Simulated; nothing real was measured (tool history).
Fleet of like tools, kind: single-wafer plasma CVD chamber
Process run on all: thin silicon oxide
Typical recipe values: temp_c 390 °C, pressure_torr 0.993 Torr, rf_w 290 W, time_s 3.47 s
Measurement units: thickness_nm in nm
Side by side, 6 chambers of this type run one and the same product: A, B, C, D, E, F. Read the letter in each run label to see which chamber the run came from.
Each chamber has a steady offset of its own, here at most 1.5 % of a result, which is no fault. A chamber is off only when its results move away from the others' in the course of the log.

| run | hour | temp_c | pressure_torr | rf_w | time_s | read-back reference wafer on the same gauge, thickness_nm | thickness_nm |
|---|---|---|---|---|---|---|---|
| 1B | 10.9 | 390 | 0.993 | 290 | 3.47 | 6.098 | 7.6347 |
| 2A | 21.2 | 390 | 0.993 | 290 | 3.47 | 6.0896 | 7.5451 |
| 3F | 30.2 | 390 | 0.993 | 290 | 3.47 | 6.0974 | 7.6449 |
| 4D | 40.4 | 390 | 0.993 | 290 | 3.47 | 6.0809 | 7.5317 |
| 5E | 46.3 | 390 | 0.993 | 290 | 3.47 | 6.0873 | 7.5966 |
| 6C | 53.9 | 390 | 0.993 | 290 | 3.47 | 6.0909 | 7.5694 |
| 7A | 60.5 | 390 | 0.993 | 290 | 3.47 | 6.0924 | 7.5187 |
| 8F | 72.6 | 390 | 0.993 | 290 | 3.47 | 6.0862 | 7.5899 |
| 9E | 83.8 | 390 | 0.993 | 290 | 3.47 | 6.0817 | 7.6409 |
| 10B | 91.7 | 390 | 0.993 | 290 | 3.47 | 6.0904 | 7.608 |
| 11D | 98.4 | 390 | 0.993 | 290 | 3.47 | 6.0864 | 7.5104 |
| 12C | 107 | 390 | 0.993 | 290 | 4.12 | 6.0944 | 8.9664 |
|  | 110.9 | chamber B: capacitance manometer re-zeroed and calibrated |
|  | 115 | chamber B: RF generator calibrated |
| 13A | 117.1 | 390 | 0.993 | 290 | 4.12 | 6.0911 | 9.0084 |
|  | 127.5 | chamber B: thermocouple changed; heater temperature recalibrated |
| 14D | 127.8 | 390 | 0.993 | 290 | 4.12 | 6.0876 | 8.9225 |
|  | 129.1 | chamber F: RF generator calibrated |
| 15E | 135.7 | 390 | 0.993 | 290 | 4.12 | 6.0923 | 9.0522 |
| 16B | 148.7 | 390 | 0.993 | 290 | 4.12 | 6.092 | 9.0955 |
| 17C | 156.8 | 390 | 0.993 | 290 | 4.12 | 6.0912 | 8.9459 |
| 18F | 169.1 | 390 | 0.993 | 290 | 3.47 | 6.0922 | 7.6268 |
| 19A | 178.2 | 390 | 0.993 | 290 | 3.47 | 6.0973 | 7.5035 |
| 20E | 184.4 | 390 | 0.993 | 290 | 3.47 | 6.088 | 7.5394 |
| 21B | 193.7 | 390 | 0.993 | 290 | 3.47 | 6.0895 | 7.6422 |
| 22C | 205.2 | 390 | 0.993 | 290 | 3.47 | 6.0914 | 7.5743 |
| 23F | 215.4 | 376 | 0.993 | 290 | 3.16 | 6.0831 | 7.0086 |
| 24D | 225.9 | 376 | 0.993 | 290 | 3.16 | 6.0867 | 6.8801 |
| 25D | 233.6 | 376 | 0.993 | 290 | 3.16 | 6.0908 | 6.9522 |
| 26A | 245.2 | 376 | 0.993 | 290 | 3.16 | 6.0922 | 6.9654 |
| 27B | 254.6 | 376 | 0.993 | 290 | 3.16 | 6.0917 | 6.9985 |
| 28F | 267.9 | 376 | 0.993 | 290 | 3.16 | 6.0921 | 7.0298 |
|  | 272.2 | chamber E: thermocouple changed; heater temperature recalibrated |
| 29E | 276.4 | 390 | 0.993 | 290 | 3.47 | 6.099 | 7.4557 |
| 30C | 284 | 390 | 0.993 | 290 | 3.47 | 6.0918 | 7.5437 |
| 31F | 296.1 | 390 | 0.993 | 265 | 2.98 | 6.0944 | 6.3191 |
| 32C | 303.1 | 390 | 0.993 | 265 | 2.98 | 6.0894 | 6.2476 |
| 33D | 315.4 | 390 | 0.993 | 265 | 2.98 | 6.0942 | 6.2303 |
| 34E | 326.3 | 390 | 0.993 | 265 | 2.98 | 6.0929 | 6.1134 |
| 35B | 339.2 | 390 | 0.993 | 265 | 2.98 | 6.0914 | 6.3245 |
| 36A | 350 | 390 | 0.993 | 265 | 2.98 | 6.0865 | 6.2353 |
| 37A | 361.8 | 390 | 0.993 | 290 | 3.47 | 6.0931 | 7.5609 |
| 38D | 370 | 390 | 0.993 | 290 | 3.47 | 6.0977 | 7.5239 |

Next, every chamber runs the same settings. What will each give?
| 39A | 379.8 | 390 | 0.993 | 290 | 3.47 |  | ? |
| 39B | 379.8 | 390 | 0.993 | 290 | 3.47 |  | ? |
| 39C | 379.8 | 390 | 0.993 | 290 | 3.47 |  | ? |
| 39D | 379.8 | 390 | 0.993 | 290 | 3.47 |  | ? |
| 39E | 379.8 | 390 | 0.993 | 290 | 3.47 |  | ? |
| 39F | 379.8 | 390 | 0.993 | 290 | 3.47 |  | ? |

| run | thickness_nm |
|---|---|
| 39A | 7.4971 |
| 39B | 7.5917 |
| 39C | 7.5827 |
| 39D | 7.5136 |
| 39E | 7.2889 |
| 39F | 7.6082 |

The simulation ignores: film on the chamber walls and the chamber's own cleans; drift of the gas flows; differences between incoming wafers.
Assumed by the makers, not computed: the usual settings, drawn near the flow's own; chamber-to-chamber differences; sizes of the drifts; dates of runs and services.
